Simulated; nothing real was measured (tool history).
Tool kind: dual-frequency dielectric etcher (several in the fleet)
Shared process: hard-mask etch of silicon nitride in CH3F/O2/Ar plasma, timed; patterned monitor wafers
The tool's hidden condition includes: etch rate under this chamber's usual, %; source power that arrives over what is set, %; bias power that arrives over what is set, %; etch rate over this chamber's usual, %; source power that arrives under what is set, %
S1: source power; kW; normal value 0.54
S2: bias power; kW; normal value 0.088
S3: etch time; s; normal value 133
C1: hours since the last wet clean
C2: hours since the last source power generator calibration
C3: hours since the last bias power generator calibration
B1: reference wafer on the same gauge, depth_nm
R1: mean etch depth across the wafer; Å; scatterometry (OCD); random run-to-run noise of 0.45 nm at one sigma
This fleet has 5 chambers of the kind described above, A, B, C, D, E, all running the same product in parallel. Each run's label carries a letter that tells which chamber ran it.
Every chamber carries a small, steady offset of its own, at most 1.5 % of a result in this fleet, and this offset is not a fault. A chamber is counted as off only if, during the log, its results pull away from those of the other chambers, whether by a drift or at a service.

run 1C day=0.217 | S1=0.54 S2=0.088 S3=133 | C1=330.2 C2=3701.8 C3=509.9 | B1=100.03 | R1=1119.4
run 2E day=0.462 | S1=0.54 S2=0.088 S3=133 | C1=132.9 C2=1961.2 C3=3887.4 | B1=100.08 | R1=1115.7
run 3A day=0.65 | S1=0.54 S2=0.088 S3=133 | C1=376.3 C2=2211 C3=280.3 | B1=100.1 | R1=1129.6
run 4B day=0.971 | S1=0.54 S2=0.088 S3=133 | C1=281.7 C2=336 C3=3336.8 | B1=99.878 | R1=1119.9
run 5D day=1.3 | S1=0.54 S2=0.088 S3=133 | C1=136.2 C2=2505.3 C3=3316.9 | B1=99.968 | R1=1112.5
run 6D day=1.567 | S1=0.54 S2=0.088 S3=133 | C1=142.6 C2=2511.7 C3=3323.3 | B1=100.07 | R1=1123.6
run 7B day=1.867 | S1=0.54 S2=0.088 S3=133 | C1=303.2 C2=357.5 C3=3358.3 | B1=100.01 | R1=1115.9
run 8C day=2.171 | S1=0.54 S2=0.088 S3=133 | C1=377.1 C2=3748.7 C3=556.8 | B1=100.11 | R1=1127.4
run 9A day=2.371 | S1=0.54 S2=0.088 S3=133 | C1=417.6 C2=2252.3 C3=321.6 | B1=99.969 | R1=1122.6
run 10E day=2.579 | S1=0.54 S2=0.088 S3=133 | C1=183.7 C2=2012 C3=3938.2 | B1=100 | R1=1118.6
run 11B day=2.904 | S1=0.54 S2=0.088 S3=133 | C1=328.1 C2=382.4 C3=3383.2 | B1=100.01 | R1=1122
-- day=3.179 chamber D: bias power generator calibrated
run 12D day=3.188 | S1=0.54 S2=0.088 S3=133 | C1=181.5 C2=2550.6 C3=0.3 | B1=100.04 | R1=1119.8
run 13A day=3.488 | S1=0.54 S2=0.088 S3=133 | C1=444.4 C2=2279.1 C3=348.4 | B1=100.02 | R1=1117.8
run 14C day=3.838 | S1=0.54 S2=0.088 S3=133 | C1=417.1 C2=3788.7 C3=596.8 | B1=100.03 | R1=1130.7
run 15E day=4.146 | S1=0.54 S2=0.088 S3=133 | C1=221.3 C2=2049.6 C3=3975.8 | B1=100.12 | R1=1123
run 16D day=4.462 | S1=0.54 S2=0.088 S3=133 | C1=212.1 C2=2581.2 C3=30.9 | B1=99.985 | R1=1124.9
run 17B day=4.688 | S1=0.54 S2=0.088 S3=133 | C1=370.9 C2=425.2 C3=3426 | B1=100.06 | R1=1123.8
run 18C day=4.958 | S1=0.54 S2=0.106 S3=133 | C1=444 C2=3815.6 C3=623.7 | B1=99.988 | R1=1208.2
-- day=5.129 chamber A: wet clean of the chamber
run 19E day=5.142 | S1=0.54 S2=0.106 S3=133 | C1=245.2 C2=2073.5 C3=3999.7 | B1=99.957 | R1=1192.7
run 20A day=5.475 | S1=0.54 S2=0.106 S3=133 | C1=8.3 C2=2326.8 C3=396.1 | B1=100.02 | R1=1139.4
run 21B day=5.688 | S1=0.54 S2=0.106 S3=133 | C1=394.9 C2=449.2 C3=3450 | B1=99.909 | R1=1199.4
run 22C day=5.929 | S1=0.54 S2=0.106 S3=133 | C1=467.3 C2=3838.9 C3=647 | B1=99.978 | R1=1198.1
-- day=6.058 chamber E: source power generator calibrated
run 23D day=6.212 | S1=0.54 S2=0.088 S3=133 | C1=254.1 C2=2623.2 C3=72.9 | B1=99.979 | R1=1113.7
run 24A day=6.525 | S1=0.54 S2=0.088 S3=133 | C1=33.5 C2=2352 C3=421.3 | B1=99.876 | R1=1066.2
run 25E day=6.712 | S1=0.54 S2=0.088 S3=133 | C1=282.9 C2=15.8 C3=4037.4 | B1=99.948 | R1=1112
run 26E day=6.925 | S1=0.54 S2=0.088 S3=133 | C1=288 C2=20.9 C3=4042.5 | B1=99.997 | R1=1119
run 27B day=7.171 | S1=0.54 S2=0.088 S3=133 | C1=430.5 C2=484.8 C3=3485.6 | B1=99.872 | R1=1112.3
run 28A day=7.35 | S1=0.54 S2=0.088 S3=133 | C1=53.3 C2=2371.8 C3=441.1 | B1=99.92 | R1=1069.8
run 29C day=7.704 | S1=0.54 S2=0.088 S3=133 | C1=509.9 C2=3881.5 C3=689.6 | B1=100.1 | R1=1121.7
run 30D day=8.096 | S1=0.54 S2=0.088 S3=133 | C1=299.3 C2=2668.4 C3=118.1 | B1=99.988 | R1=1115
run 31A day=8.488 | S1=0.45 S2=0.109 S3=133 | C1=80.6 C2=2399.1 C3=468.4 | B1=100.01 | R1=1080.9
-- day=8.762 chamber C: wet clean of the chamber
run 32E day=8.817 | S1=0.45 S2=0.109 S3=133 | C1=333.4 C2=66.3 C3=4087.9 | B1=99.939 | R1=1126.9
-- day=8.988 chamber E: bias power generator calibrated
run 33B day=9.033 | S1=0.45 S2=0.109 S3=133 | C1=475.2 C2=529.5 C3=3530.3 | B1=100.04 | R1=1135.1
run 34C day=9.217 | S1=0.45 S2=0.109 S3=133 | C1=10.9 C2=3917.8 C3=725.9 | B1=99.902 | R1=1132.9
run 35D day=9.392 | S1=0.45 S2=0.109 S3=133 | C1=330.4 C2=2699.5 C3=149.2 | B1=99.972 | R1=1129.2
run 36E day=9.583 | S1=0.54 S2=0.088 S3=133 | C1=351.8 C2=84.7 C3=14.4 | B1=100.06 | R1=1113.8

Next, all 5 chambers run the settings below, one line each with question marks for the results. What does each chamber give?
run 37A day=9.871 | S1=0.54 S2=0.073 S3=133 | R1=?
run 37B day=9.871 | S1=0.54 S2=0.073 S3=133 | R1=?
run 37C day=9.871 | S1=0.54 S2=0.073 S3=133 | R1=?
run 37D day=9.871 | S1=0.54 S2=0.073 S3=133 | R1=?
run 37E day=9.871 | S1=0.54 S2=0.073 S3=133 | R1=?

run=37A R1=996.54
run=37B R1=1048.8
run=37C R1=1053
run=37D R1=1049.8
run=37E R1=1052.8

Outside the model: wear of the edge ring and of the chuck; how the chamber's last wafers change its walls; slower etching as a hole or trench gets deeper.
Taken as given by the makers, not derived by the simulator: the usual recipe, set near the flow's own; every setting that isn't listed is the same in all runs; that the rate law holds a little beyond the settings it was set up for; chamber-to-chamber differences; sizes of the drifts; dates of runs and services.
